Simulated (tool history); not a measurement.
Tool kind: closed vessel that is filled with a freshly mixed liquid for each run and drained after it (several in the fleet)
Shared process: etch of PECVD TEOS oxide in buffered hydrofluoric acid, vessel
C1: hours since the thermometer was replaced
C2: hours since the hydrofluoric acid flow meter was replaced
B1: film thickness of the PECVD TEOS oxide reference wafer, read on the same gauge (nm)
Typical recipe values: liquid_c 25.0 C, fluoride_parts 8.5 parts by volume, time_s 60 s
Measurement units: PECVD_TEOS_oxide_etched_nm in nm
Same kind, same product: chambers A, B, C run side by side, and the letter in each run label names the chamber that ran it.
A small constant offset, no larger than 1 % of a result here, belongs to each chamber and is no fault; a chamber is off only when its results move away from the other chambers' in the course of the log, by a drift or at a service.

Run 1A, hour 5.0: usual settings; C1 1875.6; C2 1023.3; B1 90.010. Result: PECVD_TEOS_oxide_etched_nm 131.960 nm.
Run 2C, hour 12.7: usual settings; C1 2902.3; C2 320.6; B1 89.986. Result: PECVD_TEOS_oxide_etched_nm 128.950 nm.
Run 3B, hour 20.2: usual settings; C1 1884.6; C2 215.9; B1 89.987. Result: PECVD_TEOS_oxide_etched_nm 131.140 nm.
Run 4B, hour 27.3: usual settings; C1 1891.7; C2 223.0; B1 90.014. Result: PECVD_TEOS_oxide_etched_nm 131.870 nm.
Run 5C, hour 31.6: usual settings; C1 2921.2; C2 339.5; B1 90.004. Result: PECVD_TEOS_oxide_etched_nm 129.060 nm.
Run 6A, hour 37.5: usual settings; C1 1908.1; C2 1055.8; B1 89.998. Result: PECVD_TEOS_oxide_etched_nm 132.040 nm.
Run 7B, hour 41.9: usual settings; C1 1906.3; C2 237.6; B1 90.045. Result: PECVD_TEOS_oxide_etched_nm 130.360 nm.
Run 8C, hour 46.2: usual settings; C1 2935.8; C2 354.1; B1 89.981. Result: PECVD_TEOS_oxide_etched_nm 128.160 nm.
At hour 53.0: chamber A: hydrofluoric acid flow meter replaced.
Run 9A, hour 53.3: usual settings; C1 1923.9; C2 0.3; B1 90.025. Result: PECVD_TEOS_oxide_etched_nm 131.100 nm.
Run 10B, hour 59.1: usual settings; C1 1923.5; C2 254.8; B1 89.994. Result: PECVD_TEOS_oxide_etched_nm 130.240 nm.
Run 11C, hour 62.6: usual settings but liquid_c 29.5 C, fluoride_parts 9.5 parts by volume; C1 2952.2; C2 370.5; B1 89.975. Result: PECVD_TEOS_oxide_etched_nm 149.300 nm.
Run 12A, hour 69.1: usual settings but liquid_c 29.5 C, fluoride_parts 9.5 parts by volume; C1 1939.7; C2 16.1; B1 89.992. Result: PECVD_TEOS_oxide_etched_nm 152.590 nm.
Run 13A, hour 75.4: usual settings but liquid_c 29.5 C, fluoride_parts 9.5 parts by volume; C1 1946.0; C2 22.4; B1 90.013. Result: PECVD_TEOS_oxide_etched_nm 151.760 nm.
Run 14B, hour 81.8: usual settings but liquid_c 23.5 C, time_s 85 s; C1 1946.2; C2 277.5; B1 90.026. Result: PECVD_TEOS_oxide_etched_nm 169.200 nm.
Run 15C, hour 88.2: usual settings but liquid_c 23.5 C, time_s 85 s; C1 2977.8; C2 396.1; B1 89.964. Result: PECVD_TEOS_oxide_etched_nm 168.730 nm.
Run 16B, hour 95.5: usual settings but liquid_c 23.5 C, time_s 85 s; C1 1959.9; C2 291.2; B1 89.974. Result: PECVD_TEOS_oxide_etched_nm 169.420 nm.
Run 17A, hour 102.0: usual settings; C1 1972.6; C2 49.0; B1 90.044. Result: PECVD_TEOS_oxide_etched_nm 130.110 nm.
Run 18C, hour 105.7: usual settings; C1 2995.3; C2 413.6; B1 89.993. Result: PECVD_TEOS_oxide_etched_nm 130.230 nm.
Run 19A, hour 112.2: usual settings; C1 1982.8; C2 59.2; B1 89.991. Result: PECVD_TEOS_oxide_etched_nm 131.080 nm.
Run 20B, hour 118.5: usual settings; C1 1982.9; C2 314.2; B1 90.019. Result: PECVD_TEOS_oxide_etched_nm 130.210 nm.
Run 21C, hour 123.3: usual settings; C1 3012.9; C2 431.2; B1 89.999. Result: PECVD_TEOS_oxide_etched_nm 129.110 nm.
Run 22C, hour 129.4: usual settings; C1 3019.0; C2 437.3; B1 90.029. Result: PECVD_TEOS_oxide_etched_nm 129.530 nm.
Run 23A, hour 135.0: usual settings but liquid_c 27.0 C, time_s 50 s; C1 2005.6; C2 82.0; B1 89.969. Result: PECVD_TEOS_oxide_etched_nm 122.980 nm.
Run 24B, hour 140.0: usual settings but liquid_c 27.0 C, time_s 50 s; C1 2004.4; C2 335.7; B1 89.997. Result: PECVD_TEOS_oxide_etched_nm 120.680 nm.
Run 25C, hour 146.5: usual settings but liquid_c 27.0 C, time_s 50 s; C1 3036.1; C2 454.4; B1 90.018. Result: PECVD_TEOS_oxide_etched_nm 119.950 nm.
Run 26A, hour 154.2: usual settings; C1 2024.8; C2 101.2; B1 89.959. Result: PECVD_TEOS_oxide_etched_nm 132.000 nm.
Run 27B, hour 160.2: usual settings; C1 2024.6; C2 355.9; B1 89.987. Result: PECVD_TEOS_oxide_etched_nm 129.500 nm.
Run 28A, hour 167.4: usual settings but liquid_c 27.0 C; C1 2038.0; C2 114.4; B1 90.023. Result: PECVD_TEOS_oxide_etched_nm 146.610 nm.
Run 29C, hour 174.6: usual settings but liquid_c 27.0 C; C1 3064.2; C2 482.5; B1 89.988. Result: PECVD_TEOS_oxide_etched_nm 143.740 nm.
Run 30B, hour 180.2: usual settings but liquid_c 27.0 C; C1 2044.6; C2 375.9; B1 90.001. Result: PECVD_TEOS_oxide_etched_nm 145.100 nm.
Run 31C, hour 186.3: usual settings; C1 3075.9; C2 494.2; B1 90.016. Result: PECVD_TEOS_oxide_etched_nm 130.170 nm.
Run 32A, hour 190.1: usual settings but time_s 35 s; C1 2060.7; C2 137.1; B1 90.025. Result: PECVD_TEOS_oxide_etched_nm 76.672 nm.
Run 33B, hour 193.8: usual settings but time_s 35 s; C1 2058.2; C2 389.5; B1 90.015. Result: PECVD_TEOS_oxide_etched_nm 75.833 nm.
Run 34B, hour 200.2: usual settings but time_s 35 s; C1 2064.6; C2 395.9; B1 90.015. Result: PECVD_TEOS_oxide_etched_nm 75.352 nm.
At hour 205.0: chamber C: thermometer replaced.
Run 35A, hour 206.4: usual settings but liquid_c 27.0 C; C1 2077.0; C2 153.4; B1 90.006. Result: PECVD_TEOS_oxide_etched_nm 146.740 nm.
Run 36C, hour 210.6: usual settings but liquid_c 27.0 C; C1 5.7; C2 518.5; B1 89.991. Result: PECVD_TEOS_oxide_etched_nm 142.330 nm.
Run 37C, hour 214.3: usual settings but liquid_c 27.0 C; C1 9.4; C2 522.2; B1 89.995. Result: PECVD_TEOS_oxide_etched_nm 142.320 nm.
Run 38A, hour 220.4: usual settings; C1 2091.0; C2 167.4; B1 90.040. Result: PECVD_TEOS_oxide_etched_nm 132.700 nm.
Run 39B, hour 228.1: usual settings; C1 2092.5; C2 423.8; B1 90.019. Result: PECVD_TEOS_oxide_etched_nm 129.650 nm.
Run 40B, hour 233.8: usual settings; C1 2098.2; C2 429.5; B1 90.006. Result: PECVD_TEOS_oxide_etched_nm 129.730 nm.

Next, every chamber runs the same settings. What will each give?
Run 41A, hour 239.6: usual settings but fluoride_parts 6.5 parts by volume. Result: PECVD_TEOS_oxide_etched_nm ?.
Run 41B, hour 239.6: usual settings but fluoride_parts 6.5 parts by volume. Result: PECVD_TEOS_oxide_etched_nm ?.
Run 41C, hour 239.6: usual settings but fluoride_parts 6.5 parts by volume. Result: PECVD_TEOS_oxide_etched_nm ?.

run  PECVD_TEOS_oxide_etched_nm
41A                     173.190
41B                     173.380
41C                     170.060

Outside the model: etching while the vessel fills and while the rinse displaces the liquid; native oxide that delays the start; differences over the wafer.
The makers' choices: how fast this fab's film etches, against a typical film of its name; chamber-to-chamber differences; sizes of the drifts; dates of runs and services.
